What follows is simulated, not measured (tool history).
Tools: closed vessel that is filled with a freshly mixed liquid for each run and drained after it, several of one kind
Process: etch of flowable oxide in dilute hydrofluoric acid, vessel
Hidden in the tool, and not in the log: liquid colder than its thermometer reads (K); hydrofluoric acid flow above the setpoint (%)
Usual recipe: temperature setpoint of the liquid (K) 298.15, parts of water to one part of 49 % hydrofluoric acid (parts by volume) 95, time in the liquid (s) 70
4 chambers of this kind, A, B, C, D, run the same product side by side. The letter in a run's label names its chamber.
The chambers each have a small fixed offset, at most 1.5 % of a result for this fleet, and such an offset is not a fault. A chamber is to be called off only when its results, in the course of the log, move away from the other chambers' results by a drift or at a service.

run,day,temperature setpoint of the liquid (K),parts of water to one part of 49 % hydrofluoric acid (parts by volume),time in the liquid (s),hours since the thermometer was replaced,hours since the hydrofluoric acid flow meter was replaced,"read-back film thickness of the flowable oxide reference wafer, read on the same gauge (nm)",thickness taken off the flowable oxide on a monitor wafer (Å)
1B,0.271,298.15,95,70,1090.6,895.8,79.984,250.19
2A,0.683,298.15,95,70,321.3,181.8,80.014,252.35
3C,1.017,298.15,95,70,214.9,493.5,79.978,252.29
4D,1.558,298.15,95,70,781.2,276.2,80.000,246.34
5D,1.933,298.15,95,70,790.2,285.2,79.999,247.87
6B,2.496,298.15,95,70,1144.0,949.2,79.985,249.10
# day 2.658: chamber C: hydrofluoric acid flow meter replaced
7A,3.017,298.15,95,70,377.3,237.8,80.003,251.79
8C,3.412,298.15,95,70,272.4,18.2,80.007,249.24
9C,3.792,298.15,95,70,281.5,27.3,80.025,253.38
10D,4.362,298.15,95,70,848.5,343.5,80.019,252.48
11B,4.829,298.15,95,70,1200.0,1005.2,80.000,251.65
12A,5.108,298.15,95,70,427.5,288.0,80.008,254.16
13D,5.654,298.15,95,70,879.5,374.5,80.004,247.72
14A,5.946,294.15,95,45,447.6,308.1,80.001,138.38
15B,6.358,294.15,95,45,1236.7,1041.9,80.025,138.30
16C,6.804,294.15,95,45,353.8,99.6,80.024,138.04
17D,7.275,294.15,95,45,918.4,413.4,79.973,138.01
18B,7.608,298.15,95,70,1266.7,1071.9,79.989,250.01
19C,7.917,298.15,95,70,380.5,126.3,79.996,251.72
20A,8.383,298.15,95,45,506.1,366.6,79.999,161.93
21C,8.950,298.15,95,45,405.3,151.1,80.006,161.13
22A,9.396,298.15,95,45,530.4,390.9,80.001,164.18
23D,9.821,298.15,95,45,979.5,474.5,79.992,160.96
24B,10.158,298.15,95,70,1327.9,1133.1,79.994,249.54
25C,10.504,296.65,130,70,442.6,188.4,79.969,167.71
26A,11.033,296.65,130,70,569.7,430.2,79.996,166.07
27B,11.358,296.65,130,70,1356.7,1161.9,79.979,165.05
# day 11.467: chamber C: thermometer replaced
28D,11.842,296.65,130,70,1028.0,523.0,79.975,162.95
29A,12.408,298.15,95,70,602.7,463.2,79.974,255.67
30C,12.762,298.15,95,70,31.1,242.6,80.009,249.09
31D,13.133,298.15,95,70,1059.0,554.0,80.012,245.65
32B,13.533,298.15,95,70,1408.9,1214.1,80.000,247.46
33A,13.925,298.15,95,70,639.1,499.6,79.995,252.77
34B,14.350,298.15,95,70,1428.5,1233.7,80.003,249.98
35C,14.858,298.15,95,70,81.4,292.9,80.016,248.90
36D,15.317,298.15,95,70,1111.4,606.4,79.992,248.25
# day 15.421: chamber B: thermometer replaced
37C,15.600,298.15,95,70,99.2,310.7,80.000,253.79
38B,16.008,298.15,95,70,14.2,1273.5,80.007,254.26
39D,16.533,298.15,95,70,1140.6,635.6,80.002,250.06
40A,16.846,298.15,95,70,709.2,569.7,80.004,248.45
41C,17.233,298.15,115,70,138.4,349.9,80.023,200.41

Predict what each chamber gives when all 4 of them run the settings below next.
42A,17.650,298.15,95,70,,,,?
42B,17.650,298.15,95,70,,,,?
42C,17.650,298.15,95,70,,,,?
42D,17.650,298.15,95,70,,,,?

run,thickness taken off the flowable oxide on a monitor wafer (Å)
42A,256.93
42B,247.53
42C,252.39
42D,246.22
